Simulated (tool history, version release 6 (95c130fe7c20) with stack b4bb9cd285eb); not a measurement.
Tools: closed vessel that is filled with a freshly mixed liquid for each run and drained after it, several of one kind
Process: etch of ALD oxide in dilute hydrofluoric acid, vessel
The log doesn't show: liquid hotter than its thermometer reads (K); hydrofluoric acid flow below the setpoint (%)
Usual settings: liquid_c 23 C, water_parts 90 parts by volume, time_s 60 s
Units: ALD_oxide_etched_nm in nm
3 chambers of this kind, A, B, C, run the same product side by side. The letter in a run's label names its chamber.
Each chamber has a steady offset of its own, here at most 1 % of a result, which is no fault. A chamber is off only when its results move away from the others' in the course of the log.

run    day  liquid_c  water_parts  time_s  hours since the thermometer was replaced  hours since the hydrofluoric acid flow meter was replaced  read-back film thickness of the ALD oxide reference wafer, read on the same gauge (nm)  ALD_oxide_etched_nm
 1A  0.196        23           90      60                                    1321.1                                                      108.8                                                                                  79.975               21.115
 2B  0.571        23           90      60                                    1620.7                                                      436.0                                                                                  80.012               20.768
 3C  0.962        23           90      60                                     471.9                                                      286.6                                                                                  79.982               21.645
 4B  1.358        23           90      60                                    1639.6                                                      454.9                                                                                  79.996               20.920
 5A  1.629        23           90      60                                    1355.5                                                      143.2                                                                                  79.997               21.266
 6C  2.012        23           90      60                                     497.1                                                      311.8                                                                                  79.984               21.057
 7B  2.350        23           90      60                                    1663.4                                                      478.7                                                                                  79.979               21.148
 8C  2.717        23           90      60                                     514.0                                                      328.7                                                                                  79.975               20.856
 9A  3.050        23           90      45                                    1389.6                                                      177.3                                                                                  80.008               16.171
10C  3.317        23           90      45                                     528.4                                                      343.1                                                                                  79.980               15.887
11B  3.654        23           90      45                                    1694.7                                                      510.0                                                                                  80.012               15.582
12A  3.904        23           90      60                                    1410.1                                                      197.8                                                                                  79.984               21.004
13C  4.254        23           90      60                                     550.9                                                      365.6                                                                                  80.012               21.424
14A  4.479        23           90      60                                    1423.9                                                      211.6                                                                                  79.995               21.005
15B  4.729        23           90      60                                    1720.5                                                      535.8                                                                                  79.985               20.803
16B  4.996        23           90      60                                    1726.9                                                      542.2                                                                                  80.027               20.680
17C  5.288        23           90      60                                     575.7                                                      390.4                                                                                  80.025               21.148
18A  5.533        23           90      60                                    1449.2                                                      236.9                                                                                  79.971               21.381
19A  5.796        23           90      60                                    1455.5                                                      243.2                                                                                  80.004               21.356
20C  6.071        23           90      60                                     594.5                                                      409.2                                                                                  80.005               21.798
21B  6.325        23           90      60                                    1758.8                                                      574.1                                                                                  80.011               20.927
22C  6.708        23           90      60                                     609.8                                                      424.5                                                                                  80.005               21.202
23A  6.896        23           90      60                                    1481.9                                                      269.6                                                                                  79.996               21.118
24B  7.262        23           90      60                                    1781.3                                                      596.6                                                                                  80.012               20.948
25A  7.642        23           90      60                                    1499.8                                                      287.5                                                                                  80.007               20.804
26C  7.829        23           90      60                                     636.7                                                      451.4                                                                                  79.997               21.335
27B  8.017        23           90      60                                    1799.4                                                      614.7                                                                                  79.981               20.825

Is one chamber off against the others, does the gauge drift, or is nothing wrong? If a chamber is off, say which, and what the likeliest cause is.

No chamber stands off beyond its own small offset, and the gauge holds steady.
